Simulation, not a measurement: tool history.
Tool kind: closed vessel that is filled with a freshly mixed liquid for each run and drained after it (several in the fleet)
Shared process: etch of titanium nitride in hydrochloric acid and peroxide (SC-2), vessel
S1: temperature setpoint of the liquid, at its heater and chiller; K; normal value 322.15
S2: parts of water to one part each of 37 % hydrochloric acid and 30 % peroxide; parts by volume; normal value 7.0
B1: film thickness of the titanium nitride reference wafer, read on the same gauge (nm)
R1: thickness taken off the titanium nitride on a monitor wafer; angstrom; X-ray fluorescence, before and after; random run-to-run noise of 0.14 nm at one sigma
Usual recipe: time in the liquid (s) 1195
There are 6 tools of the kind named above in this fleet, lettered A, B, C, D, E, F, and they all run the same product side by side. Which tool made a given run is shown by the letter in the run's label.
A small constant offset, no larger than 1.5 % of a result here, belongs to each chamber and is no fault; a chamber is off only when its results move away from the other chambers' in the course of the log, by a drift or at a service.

-- hour=6.3 chamber E: new drum of peroxide connected
run 1E hour=8.8 | S1=322.15 S2=7.0 time_in_the_liquid_(s)=1195 | B1=100.010 | R1=386.20
run 2A hour=21.7 | S1=322.15 S2=7.0 time_in_the_liquid_(s)=1195 | B1=100.010 | R1=382.73
run 3D hour=29.7 | S1=322.15 S2=7.0 time_in_the_liquid_(s)=1195 | B1=100.010 | R1=378.23
run 4C hour=45.3 | S1=322.15 S2=7.0 time_in_the_liquid_(s)=1195 | B1=99.996 | R1=385.17
run 5B hour=58.0 | S1=322.15 S2=7.0 time_in_the_liquid_(s)=1195 | B1=100.010 | R1=387.15
run 6F hour=71.2 | S1=322.15 S2=7.0 time_in_the_liquid_(s)=1195 | B1=100.010 | R1=385.45
run 7A hour=87.5 | S1=322.15 S2=7.0 time_in_the_liquid_(s)=1195 | B1=100.020 | R1=383.52
run 8C hour=103.8 | S1=322.15 S2=7.0 time_in_the_liquid_(s)=1195 | B1=99.966 | R1=385.45
run 9E hour=115.1 | S1=322.15 S2=7.0 time_in_the_liquid_(s)=1195 | B1=99.955 | R1=386.71
run 10D hour=128.0 | S1=322.15 S2=7.0 time_in_the_liquid_(s)=1195 | B1=100.050 | R1=380.93
run 11B hour=136.2 | S1=322.15 S2=7.0 time_in_the_liquid_(s)=1195 | B1=100.020 | R1=390.58
run 12F hour=148.9 | S1=322.15 S2=7.0 time_in_the_liquid_(s)=1195 | B1=99.988 | R1=383.03
run 13D hour=164.9 | S1=322.15 S2=7.0 time_in_the_liquid_(s)=1195 | B1=99.983 | R1=379.96
run 14F hour=172.6 | S1=322.15 S2=10.5 time_in_the_liquid_(s)=1195 | B1=100.020 | R1=277.86
run 15B hour=186.1 | S1=322.15 S2=10.5 time_in_the_liquid_(s)=1195 | B1=100.000 | R1=276.54
run 16E hour=201.1 | S1=322.15 S2=10.5 time_in_the_liquid_(s)=1195 | B1=100.010 | R1=276.89
run 17A hour=208.5 | S1=322.15 S2=10.5 time_in_the_liquid_(s)=1195 | B1=99.979 | R1=276.86
run 18C hour=218.9 | S1=322.15 S2=10.5 time_in_the_liquid_(s)=1195 | B1=100.010 | R1=275.60
run 19E hour=235.2 | S1=322.15 S2=10.5 time_in_the_liquid_(s)=1195 | B1=100.020 | R1=276.97
-- hour=247.9 chamber B: thermometer replaced
-- hour=248.5 chamber D: new drum of peroxide connected
run 20D hour=248.7 | S1=317.65 S2=5.0 time_in_the_liquid_(s)=1195 | B1=99.992 | R1=360.92
run 21F hour=264.1 | S1=317.65 S2=5.0 time_in_the_liquid_(s)=1195 | B1=100.040 | R1=367.33
run 22A hour=273.4 | S1=317.65 S2=5.0 time_in_the_liquid_(s)=1195 | B1=99.990 | R1=363.81
-- hour=286.6 chamber A: new drum of peroxide connected
run 23B hour=289.3 | S1=317.65 S2=5.0 time_in_the_liquid_(s)=1195 | B1=100.030 | R1=358.48
run 24C hour=302.4 | S1=317.65 S2=5.0 time_in_the_liquid_(s)=1195 | B1=100.010 | R1=360.72
run 25C hour=316.0 | S1=317.65 S2=5.0 time_in_the_liquid_(s)=1195 | B1=100.030 | R1=361.08
-- hour=327.4 chamber C: thermometer replaced
run 26A hour=329.8 | S1=322.15 S2=7.0 time_in_the_liquid_(s)=1195 | B1=99.988 | R1=382.44
-- hour=335.8 chamber C: new drum of peroxide connected
run 27B hour=338.5 | S1=322.15 S2=7.0 time_in_the_liquid_(s)=1195 | B1=99.989 | R1=376.92
run 28D hour=351.8 | S1=322.15 S2=7.0 time_in_the_liquid_(s)=1195 | B1=99.969 | R1=380.62
run 29F hour=365.0 | S1=313.65 S2=7.0 time_in_the_liquid_(s)=1825 | B1=100.010 | R1=329.60
run 30E hour=372.8 | S1=313.65 S2=7.0 time_in_the_liquid_(s)=1825 | B1=99.984 | R1=330.06
run 31D hour=380.2 | S1=313.65 S2=7.0 time_in_the_liquid_(s)=1825 | B1=100.030 | R1=326.96
run 32B hour=394.3 | S1=313.65 S2=7.0 time_in_the_liquid_(s)=1825 | B1=99.975 | R1=314.36
run 33F hour=404.4 | S1=313.65 S2=7.0 time_in_the_liquid_(s)=1825 | B1=99.972 | R1=328.68
run 34E hour=412.1 | S1=313.65 S2=7.0 time_in_the_liquid_(s)=1825 | B1=100.010 | R1=332.62
run 35C hour=427.9 | S1=322.15 S2=7.0 time_in_the_liquid_(s)=1195 | B1=99.997 | R1=380.52
run 36A hour=444.0 | S1=322.15 S2=7.0 time_in_the_liquid_(s)=535 | B1=100.020 | R1=171.26

Decide between three cases: one chamber stands off from its peers, the gauge reading all wafers drifts, or nothing is wrong past each chamber's small offset. Where a chamber is off, say which and what most likely put it there.

Chamber B drifts away from the others.
Cause: peroxide weaker than its label (%) = 5.13.
The log may not separate it from: chemicals flow below the setpoint (%).

Which of the 4 candidates below, each the usual settings with something changed and its results left as question marks, puts chamber B back in line with what the other chambers give on the usual settings?
Allowed miss from the other chambers' usual-settings mean, per result, to count as in line: R1 4.80 angstrom
run 37B-1 hour=455.7 | S1=322.15 S2=7.0 time_in_the_liquid_(s)=1185 | R1=?
run 37B-2 hour=455.7 | S1=322.15 S2=7.0 time_in_the_liquid_(s)=1205 | R1=?
run 37B-3 hour=455.7 | S1=322.65 S2=7.0 time_in_the_liquid_(s)=1195 | R1=?
run 37B-4 hour=455.7 | S1=321.65 S2=7.0 time_in_the_liquid_(s)=1195 | R1=?

Mean of the other chambers on the usual settings: R1 383.60 angstrom
run=37B-1 R1=367.23
run=37B-2 R1=373.43
run=37B-3 R1=382.95
run=37B-4 R1=358.10
With 37B-3, the chamber falls back in line with the rest.
